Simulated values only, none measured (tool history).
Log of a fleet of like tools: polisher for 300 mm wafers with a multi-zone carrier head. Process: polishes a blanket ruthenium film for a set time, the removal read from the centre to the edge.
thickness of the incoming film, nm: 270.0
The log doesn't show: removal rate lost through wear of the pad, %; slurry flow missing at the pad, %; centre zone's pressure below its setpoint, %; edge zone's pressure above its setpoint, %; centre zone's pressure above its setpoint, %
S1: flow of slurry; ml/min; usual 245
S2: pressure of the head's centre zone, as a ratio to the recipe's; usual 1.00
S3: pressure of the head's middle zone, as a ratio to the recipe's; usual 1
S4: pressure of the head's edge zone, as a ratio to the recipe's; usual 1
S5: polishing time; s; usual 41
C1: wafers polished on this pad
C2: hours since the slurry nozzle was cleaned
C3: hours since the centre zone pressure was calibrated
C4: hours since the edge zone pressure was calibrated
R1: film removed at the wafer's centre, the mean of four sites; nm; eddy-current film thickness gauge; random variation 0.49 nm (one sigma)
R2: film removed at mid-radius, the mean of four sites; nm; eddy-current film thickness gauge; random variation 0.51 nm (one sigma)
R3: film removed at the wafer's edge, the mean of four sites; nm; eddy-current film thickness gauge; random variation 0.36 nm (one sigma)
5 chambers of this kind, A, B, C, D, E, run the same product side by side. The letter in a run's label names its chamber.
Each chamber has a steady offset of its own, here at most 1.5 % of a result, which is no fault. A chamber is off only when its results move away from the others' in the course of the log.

run	day	S1	S2	S3	S4	S5	C1	C2	C3	C4	R1	R2	R3
1B	0.208	245	1.00	1	1	41	641	689.0	194.9	114.8	41.836	41.532	42.494
2E	0.379	245	1.00	1	1	41	382	131.0	550.2	144.4	42.153	41.637	41.676
3A	0.712	245	1.00	1	1	41	175	93.6	209.1	813.7	40.927	41.860	41.864
# day 0.933: chamber B: worn pad replaced by a new one
4D	1.071	245	1.00	1	1	41	985	205.7	228.2	106.2	43.039	42.489	41.200
5C	1.292	245	1.00	1	1	41	651	708.1	125.4	219.6	41.290	41.170	41.759
# day 1.558: chamber E: worn pad replaced by a new one
6E	1.667	245	1.00	1	1	41	25	161.9	581.1	175.3	42.218	41.865	42.172
# day 1.850: chamber D: worn pad replaced by a new one
7B	1.904	245	1.00	1	1	41	219	729.7	235.6	155.5	41.610	41.428	42.287
8D	2.238	245	1.00	1	1	41	87	233.7	256.2	134.2	42.789	41.602	41.184
# day 2.375: chamber C: worn pad replaced by a new one
9C	2.488	245	1.00	1	1	41	25	736.8	154.1	248.3	41.000	42.628	41.247
# day 2.654: chamber A: worn pad replaced by a new one
10A	2.725	245	1.00	1	1	41	16	141.9	257.4	862.0	41.194	40.656	41.596
11E	3.075	290	1.00	1	1	37	343	195.7	614.9	209.1	39.213	38.763	38.111
12A	3.388	290	1.00	1	1	37	166	157.8	273.3	877.9	38.709	38.321	38.352
13B	3.558	290	1.00	1	1	37	592	769.4	275.3	195.2	39.523	37.747	38.315
# day 3.812: chamber B: worn pad replaced by a new one
14C	3.938	290	1.00	1	1	37	352	771.6	188.9	283.1	38.240	39.311	38.515
15D	4.317	290	1.00	1	1	37	556	283.6	306.1	184.1	38.886	39.187	37.987
# day 4.371: chamber E: worn pad replaced by a new one
16B	4.538	245	1.00	1	1	41	164	792.9	298.8	218.7	41.264	41.550	41.906
17A	4.854	245	1.00	1	1	41	497	193.0	308.5	913.1	41.375	40.768	41.185
18D	5.079	245	1.00	1	1	41	729	301.9	324.4	202.4	41.400	42.222	41.221
# day 5.142: chamber A: centre zone pressure recalibrated
19C	5.429	165	1.04	1	1	41	689	807.4	224.7	318.9	39.853	40.750	39.801
# day 5.658: chamber A: worn pad replaced by a new one
20E	5.792	165	1.04	1	1	41	321	260.9	680.1	274.3	40.414	39.834	39.745
# day 5.967: chamber C: worn pad replaced by a new one
21C	6.171	165	1.04	1	1	41	46	825.2	242.5	336.7	40.422	40.659	40.154
22E	6.396	165	1.04	1	1	41	458	275.4	694.6	288.8	40.777	39.432	39.647
23D	6.646	165	1.04	1	1	41	1082	339.5	362.0	240.0	40.534	40.011	39.857
24B	6.858	245	1.00	1	1	41	688	848.6	354.5	274.4	42.014	41.977	41.997
25A	7.221	245	1.00	1	1	41	353	249.8	49.9	969.9	36.379	41.570	41.338
# day 7.233: chamber E: worn pad replaced by a new one
# day 7.329: chamber B: worn pad replaced by a new one
26E	7.542	245	1.00	1	1	41	70	302.9	722.1	316.3	42.311	41.617	41.518
# day 7.554: chamber D: worn pad replaced by a new one
27D	7.783	245	1.00	1	1	41	51	366.8	389.3	267.3	42.209	42.288	41.401
28A	8.100	245	1.00	1	1	41	551	270.9	71.0	991.0	36.115	41.934	41.848
29B	8.421	245	1.00	1	1	41	246	886.1	392.0	311.9	41.639	42.501	41.258
30C	8.754	245	1.00	1	1	41	629	887.2	304.5	398.7	41.381	42.516	41.282
# day 9.050: chamber A: worn pad replaced by a new one
31C	9.079	245	1.00	1	1	41	703	895.0	312.3	406.5	41.896	42.576	41.382
32D	9.358	245	1.00	1	1	41	407	404.6	427.1	305.1	42.200	42.011	41.081
33E	9.738	245	1.00	1	1	41	566	355.6	774.8	369.0	40.602	41.998	40.887
# day 9.779: chamber B: edge zone pressure recalibrated
34A	10.046	245	1.00	1	1	41	225	317.6	117.7	1037.7	36.113	42.056	41.515
# day 10.296: chamber B: slurry nozzle cleaned
35B	10.308	245	1.11	1	1	41	673	0.3	437.3	12.8	47.267	42.150	42.514
36A	10.521	245	1.11	1	1	41	332	329.0	129.1	1049.1	40.808	41.662	41.502
# day 10.571: chamber D: centre zone pressure recalibrated
37D	10.746	245	1.11	1	1	41	720	437.9	4.2	338.4	47.251	41.880	41.909

What goes on in this fleet: one chamber off, a drifting gauge, or nothing beyond the chambers' own small offsets? Name the chamber and the cause, if any.

A service left chamber A off against the others.
Cause: centre zone's pressure below its setpoint, % = 10.8.

Here are 4 candidates for chamber A's next run, each the usual settings with a change, their results left as question marks. Which one brings its results back in line with what the others give on the usual settings?
In line means no further than this from the other chambers' mean on the usual settings: R1 1.700 nm; R2 1.800 nm; R3 1.300 nm
38A-1	11.017	250	1.05	0.99	0.98	41					?	?	?
38A-2	11.017	240	0.95	1.01	1.02	41					?	?	?
38A-3	11.017	255	1.10	0.98	0.96	42					?	?	?
38A-4	11.017	235	0.90	1.02	1.04	40					?	?	?

The other chambers' mean on the usual settings: R1 41.763 nm; R2 41.941 nm; R3 41.682 nm
run	R1	R2	R3
38A-1	38.522	41.575	41.075
38A-2	34.351	42.151	41.793
38A-3	41.608	42.286	41.702
38A-4	31.489	41.395	41.116
38A-3 brings the chamber back in line.
